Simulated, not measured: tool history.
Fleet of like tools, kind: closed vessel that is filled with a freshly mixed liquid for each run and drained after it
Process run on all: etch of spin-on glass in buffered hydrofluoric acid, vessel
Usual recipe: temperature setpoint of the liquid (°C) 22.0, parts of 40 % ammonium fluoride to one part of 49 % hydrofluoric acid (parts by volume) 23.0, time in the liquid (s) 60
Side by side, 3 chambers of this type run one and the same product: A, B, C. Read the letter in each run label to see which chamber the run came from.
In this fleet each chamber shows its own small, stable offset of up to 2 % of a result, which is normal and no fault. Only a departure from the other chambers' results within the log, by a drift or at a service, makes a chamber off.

run	hour	temperature setpoint of the liquid (°C)	parts of 40 % ammonium fluoride to one part of 49 % hydrofluoric acid (parts by volume)	time in the liquid (s)	read-back film thickness of the spin-on glass reference wafer, read on the same gauge (nm)	thickness taken off the spin-on glass on a monitor wafer (Å)
1C	8.1	22.0	23.0	60	40.012	913.62
2A	18.0	22.0	23.0	60	40.008	927.98
3B	23.0	22.0	23.0	60	39.984	914.44
4A	31.6	22.0	23.0	60	39.999	930.79
5B	39.5	22.0	18.0	60	39.978	1123.70
6C	47.3	22.0	18.0	60	39.987	1109.20
7C	55.8	22.0	18.0	60	40.016	1117.30
8B	64.7	22.0	23.0	60	40.005	918.00
9A	69.8	22.0	23.0	60	39.996	936.15
# hour 70.4: chamber C: hydrofluoric acid flow meter replaced
10B	75.4	22.0	23.0	60	39.988	920.68
11C	81.3	22.0	23.0	60	39.983	912.71
12A	87.4	22.0	23.0	60	40.017	938.95
13B	95.8	22.0	23.0	60	39.983	911.57
14C	106.2	22.0	23.0	60	40.012	915.19
15A	113.7	22.0	23.0	60	39.994	930.14
16A	122.4	22.0	23.0	60	40.012	921.35
17C	128.8	23.5	23.0	60	39.997	984.61
18B	138.6	23.5	23.0	60	39.984	998.86
19B	144.2	23.5	23.0	60	39.987	993.12
20A	154.6	22.0	23.0	60	40.014	921.05
21C	162.9	22.0	23.0	60	39.992	910.68
22B	169.1	22.0	23.0	60	39.991	919.39
23A	173.8	22.0	23.0	60	40.008	918.10
24C	181.6	22.0	23.0	60	39.980	917.20
25B	187.6	22.0	23.0	60	40.014	907.18
26C	193.7	22.0	23.0	60	40.018	911.60
27A	204.3	22.0	23.0	60	40.003	912.47
28B	209.6	22.0	23.0	60	40.012	913.73
29C	216.9	22.0	23.0	60	39.983	919.29
30A	227.1	22.0	23.0	60	40.032	892.55
31B	236.4	22.0	23.0	60	39.986	915.92
32A	247.2	22.0	27.5	70	40.004	923.60
33C	253.5	22.0	27.5	70	39.990	952.45
34B	258.9	22.0	27.5	70	40.017	945.01
35C	269.3	22.0	23.0	60	39.995	914.38
36A	278.9	22.0	23.0	60	39.984	882.72
37A	288.0	22.0	23.0	60	40.000	891.16
38B	296.2	18.0	23.0	60	40.032	729.82
# hour 305.6: chamber C: thermometer replaced
39C	306.3	18.0	23.0	60	40.010	733.78
40B	316.3	18.0	23.0	60	39.990	729.36
41C	326.3	22.0	23.0	60	40.006	920.67
42A	336.5	22.0	23.0	60	39.978	869.87
43A	341.3	22.0	23.0	60	39.981	869.94

Next, all 3 chambers run the settings below, one line each with question marks for the results. What does each chamber give?
44A	349.1	22.0	16.5	60		?
44B	349.1	22.0	16.5	60		?
44C	349.1	22.0	16.5	60		?

run	thickness taken off the spin-on glass on a monitor wafer (Å)
44A	1119.20
44B	1222.70
44C	1223.90
